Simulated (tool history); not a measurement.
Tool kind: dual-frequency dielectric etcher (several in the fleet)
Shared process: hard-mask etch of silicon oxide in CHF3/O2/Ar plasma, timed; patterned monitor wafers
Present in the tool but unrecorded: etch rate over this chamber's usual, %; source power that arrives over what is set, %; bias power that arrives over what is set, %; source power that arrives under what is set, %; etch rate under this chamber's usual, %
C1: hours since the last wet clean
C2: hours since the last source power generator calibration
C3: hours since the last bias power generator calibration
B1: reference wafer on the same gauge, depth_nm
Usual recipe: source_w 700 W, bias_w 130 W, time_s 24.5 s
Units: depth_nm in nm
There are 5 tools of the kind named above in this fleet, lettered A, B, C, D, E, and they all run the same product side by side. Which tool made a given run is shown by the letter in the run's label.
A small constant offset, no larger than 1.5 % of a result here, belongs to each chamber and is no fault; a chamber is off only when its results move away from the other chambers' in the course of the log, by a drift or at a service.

{"run": "1C", "day": 0.342, "source_w": 700, "bias_w": 130, "time_s": 24.5, "C1": 268.7, "C2": 1495.6, "C3": 2527.4, "B1": 53.803, "depth_nm": 45.706}
{"run": "2A", "day": 0.825, "source_w": 700, "bias_w": 130, "time_s": 24.5, "C1": 55.2, "C2": 120.3, "C3": 307.2, "B1": 53.772, "depth_nm": 45.872}
{"run": "3B", "day": 1.167, "source_w": 700, "bias_w": 130, "time_s": 24.5, "C1": 86, "C2": 983.2, "C3": 126.7, "B1": 53.772, "depth_nm": 46.373}
{"run": "4D", "day": 1.462, "source_w": 700, "bias_w": 130, "time_s": 24.5, "C1": 346.1, "C2": 899.3, "C3": 2134.7, "B1": 53.755, "depth_nm": 46.427}
{"run": "5E", "day": 1.825, "source_w": 700, "bias_w": 130, "time_s": 24.5, "C1": 319.6, "C2": 744.9, "C3": 1529.5, "B1": 53.757, "depth_nm": 45.935}
{"run": "6E", "day": 2.204, "source_w": 700, "bias_w": 130, "time_s": 24.5, "C1": 328.7, "C2": 754, "C3": 1538.6, "B1": 53.735, "depth_nm": 45.894}
{"run": "7A", "day": 2.712, "source_w": 840, "bias_w": 130, "time_s": 24.5, "C1": 100.5, "C2": 165.6, "C3": 352.5, "B1": 53.72, "depth_nm": 49.35}
{"run": "8D", "day": 2.971, "source_w": 840, "bias_w": 130, "time_s": 24.5, "C1": 382.3, "C2": 935.5, "C3": 2170.9, "B1": 53.735, "depth_nm": 49.731}
{"run": "9C", "day": 3.404, "source_w": 840, "bias_w": 130, "time_s": 24.5, "C1": 342.2, "C2": 1569.1, "C3": 2600.9, "B1": 53.728, "depth_nm": 48.913}
{"run": "10B", "day": 3.879, "source_w": 840, "bias_w": 130, "time_s": 24.5, "C1": 151.1, "C2": 1048.3, "C3": 191.8, "B1": 53.701, "depth_nm": 49.685}
{"run": "11D", "day": 4.412, "source_w": 840, "bias_w": 130, "time_s": 24.5, "C1": 416.9, "C2": 970.1, "C3": 2205.5, "B1": 53.697, "depth_nm": 49.896}
{"run": "12B", "day": 4.829, "source_w": 700, "bias_w": 130, "time_s": 24.5, "C1": 173.9, "C2": 1071.1, "C3": 214.6, "B1": 53.681, "depth_nm": 46.352}
{"day": 5.008, "done": "chamber C: wet clean of the chamber"}
{"run": "13C", "day": 5.138, "source_w": 700, "bias_w": 130, "time_s": 24.5, "C1": 3.1, "C2": 1610.7, "C3": 2642.5, "B1": 53.688, "depth_nm": 45.663}
{"run": "14A", "day": 5.567, "source_w": 700, "bias_w": 130, "time_s": 24.5, "C1": 169, "C2": 234.1, "C3": 421, "B1": 53.675, "depth_nm": 45.778}
{"run": "15E", "day": 6.071, "source_w": 700, "bias_w": 130, "time_s": 24.5, "C1": 421.5, "C2": 846.8, "C3": 1631.4, "B1": 53.638, "depth_nm": 45.729}
{"day": 6.288, "done": "chamber D: wet clean of the chamber"}
{"run": "16D", "day": 6.475, "source_w": 700, "bias_w": 130, "time_s": 24.5, "C1": 4.5, "C2": 1019.6, "C3": 2255, "B1": 53.641, "depth_nm": 46.437}
{"run": "17A", "day": 6.862, "source_w": 700, "bias_w": 130, "time_s": 18.5, "C1": 200.1, "C2": 265.2, "C3": 452.1, "B1": 53.643, "depth_nm": 34.659}
{"run": "18E", "day": 7.262, "source_w": 700, "bias_w": 130, "time_s": 18.5, "C1": 450.1, "C2": 875.4, "C3": 1660, "B1": 53.626, "depth_nm": 34.604}
{"run": "19B", "day": 7.75, "source_w": 700, "bias_w": 130, "time_s": 18.5, "C1": 244, "C2": 1141.2, "C3": 284.7, "B1": 53.611, "depth_nm": 34.989}
{"run": "20C", "day": 8.208, "source_w": 700, "bias_w": 130, "time_s": 18.5, "C1": 76.8, "C2": 1684.4, "C3": 2716.2, "B1": 53.621, "depth_nm": 34.457}
{"run": "21A", "day": 8.604, "source_w": 700, "bias_w": 130, "time_s": 18.5, "C1": 241.9, "C2": 307, "C3": 493.9, "B1": 53.591, "depth_nm": 34.541}
{"run": "22E", "day": 9.021, "source_w": 700, "bias_w": 130, "time_s": 24.5, "C1": 492.3, "C2": 917.6, "C3": 1702.2, "B1": 53.582, "depth_nm": 45.725}
{"run": "23B", "day": 9.404, "source_w": 700, "bias_w": 130, "time_s": 24.5, "C1": 283.7, "C2": 1180.9, "C3": 324.4, "B1": 53.585, "depth_nm": 46.218}
{"run": "24C", "day": 9.846, "source_w": 610, "bias_w": 113, "time_s": 24.5, "C1": 116.1, "C2": 1723.7, "C3": 2755.5, "B1": 53.578, "depth_nm": 41.311}
{"run": "25D", "day": 10.338, "source_w": 610, "bias_w": 113, "time_s": 24.5, "C1": 97.2, "C2": 1112.3, "C3": 2347.7, "B1": 53.545, "depth_nm": 42.029}
{"run": "26C", "day": 10.75, "source_w": 610, "bias_w": 113, "time_s": 24.5, "C1": 137.8, "C2": 1745.4, "C3": 2777.2, "B1": 53.544, "depth_nm": 41.236}
{"run": "27A", "day": 11.021, "source_w": 610, "bias_w": 113, "time_s": 24.5, "C1": 299.9, "C2": 365, "C3": 551.9, "B1": 53.541, "depth_nm": 41.452}
{"run": "28D", "day": 11.404, "source_w": 610, "bias_w": 113, "time_s": 24.5, "C1": 122.8, "C2": 1137.9, "C3": 2373.3, "B1": 53.537, "depth_nm": 41.95}
{"run": "29B", "day": 11.8, "source_w": 700, "bias_w": 130, "time_s": 24.5, "C1": 341.2, "C2": 1238.4, "C3": 381.9, "B1": 53.523, "depth_nm": 46.201}
{"run": "30E", "day": 12.192, "source_w": 700, "bias_w": 130, "time_s": 24.5, "C1": 568.4, "C2": 993.7, "C3": 1778.3, "B1": 53.514, "depth_nm": 45.658}

Is one chamber out of step, is the gauge drifting, or do the chambers differ by no more than their own small offsets? For an off chamber, give its letter and the likeliest cause.

No chamber is off; the gauge reading every chamber's wafers drifts, which makes the whole fleet appear to move together.
Cause: gauge reads low (%) = 0.55.
